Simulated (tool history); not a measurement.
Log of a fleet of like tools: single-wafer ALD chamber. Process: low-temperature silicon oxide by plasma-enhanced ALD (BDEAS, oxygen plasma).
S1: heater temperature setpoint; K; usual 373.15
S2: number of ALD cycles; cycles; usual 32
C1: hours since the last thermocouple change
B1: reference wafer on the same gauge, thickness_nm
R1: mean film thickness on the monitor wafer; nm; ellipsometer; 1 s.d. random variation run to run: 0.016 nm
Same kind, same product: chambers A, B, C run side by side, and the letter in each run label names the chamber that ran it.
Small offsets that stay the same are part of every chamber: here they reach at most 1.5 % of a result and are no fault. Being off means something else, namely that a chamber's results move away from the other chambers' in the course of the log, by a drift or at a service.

{"run": "1A", "hour": 2.5, "S1": 373.15, "S2": 32, "C1": 2205.9, "B1": 3.9517, "R1": 4.5374}
{"run": "2C", "hour": 6.7, "S1": 373.15, "S2": 32, "C1": 921.6, "B1": 3.9477, "R1": 4.6567}
{"run": "3B", "hour": 10.4, "S1": 373.15, "S2": 32, "C1": 1703.2, "B1": 3.9539, "R1": 4.5426}
{"run": "4B", "hour": 13.1, "S1": 373.15, "S2": 32, "C1": 1705.9, "B1": 3.9495, "R1": 4.5282}
{"run": "5C", "hour": 17.2, "S1": 373.15, "S2": 32, "C1": 932.1, "B1": 3.949, "R1": 4.6341}
{"run": "6A", "hour": 20.3, "S1": 373.15, "S2": 32, "C1": 2223.7, "B1": 3.9496, "R1": 4.5301}
{"run": "7B", "hour": 24.8, "S1": 373.15, "S2": 32, "C1": 1717.6, "B1": 3.9487, "R1": 4.5421}
{"run": "8C", "hour": 27.6, "S1": 373.15, "S2": 32, "C1": 942.5, "B1": 3.947, "R1": 4.627}
{"run": "9A", "hour": 31.0, "S1": 373.15, "S2": 32, "C1": 2234.4, "B1": 3.9521, "R1": 4.5652}
{"run": "10C", "hour": 35.2, "S1": 373.15, "S2": 32, "C1": 950.1, "B1": 3.9503, "R1": 4.6241}
{"run": "11B", "hour": 37.9, "S1": 373.15, "S2": 32, "C1": 1730.7, "B1": 3.9488, "R1": 4.5172}
{"run": "12A", "hour": 42.2, "S1": 381.15, "S2": 32, "C1": 2245.6, "B1": 3.9522, "R1": 4.4878}
{"run": "13A", "hour": 45.4, "S1": 381.15, "S2": 32, "C1": 2248.8, "B1": 3.9504, "R1": 4.4847}
{"run": "14B", "hour": 49.1, "S1": 381.15, "S2": 32, "C1": 1741.9, "B1": 3.9509, "R1": 4.4624}
{"run": "15C", "hour": 51.1, "S1": 373.15, "S2": 32, "C1": 966, "B1": 3.9513, "R1": 4.6481}
{"run": "16B", "hour": 54.6, "S1": 373.15, "S2": 32, "C1": 1747.4, "B1": 3.951, "R1": 4.508}
{"run": "17A", "hour": 57.1, "S1": 373.15, "S2": 32, "C1": 2260.5, "B1": 3.9504, "R1": 4.5443}
{"run": "18C", "hour": 60.0, "S1": 373.15, "S2": 32, "C1": 974.9, "B1": 3.9536, "R1": 4.6542}
{"run": "19C", "hour": 64.4, "S1": 373.15, "S2": 32, "C1": 979.3, "B1": 3.952, "R1": 4.6813}
{"run": "20A", "hour": 67.9, "S1": 373.15, "S2": 32, "C1": 2271.3, "B1": 3.951, "R1": 4.5535}
{"run": "21B", "hour": 70.3, "S1": 373.15, "S2": 32, "C1": 1763.1, "B1": 3.9502, "R1": 4.5556}
{"run": "22B", "hour": 72.7, "S1": 373.15, "S2": 32, "C1": 1765.5, "B1": 3.9505, "R1": 4.5408}

Is one chamber off against the others, does the gauge drift, or is nothing wrong? If a chamber is off, say which, and what the likeliest cause is.

Beyond each chamber's small constant offset nothing stands out, and the gauge stays steady.

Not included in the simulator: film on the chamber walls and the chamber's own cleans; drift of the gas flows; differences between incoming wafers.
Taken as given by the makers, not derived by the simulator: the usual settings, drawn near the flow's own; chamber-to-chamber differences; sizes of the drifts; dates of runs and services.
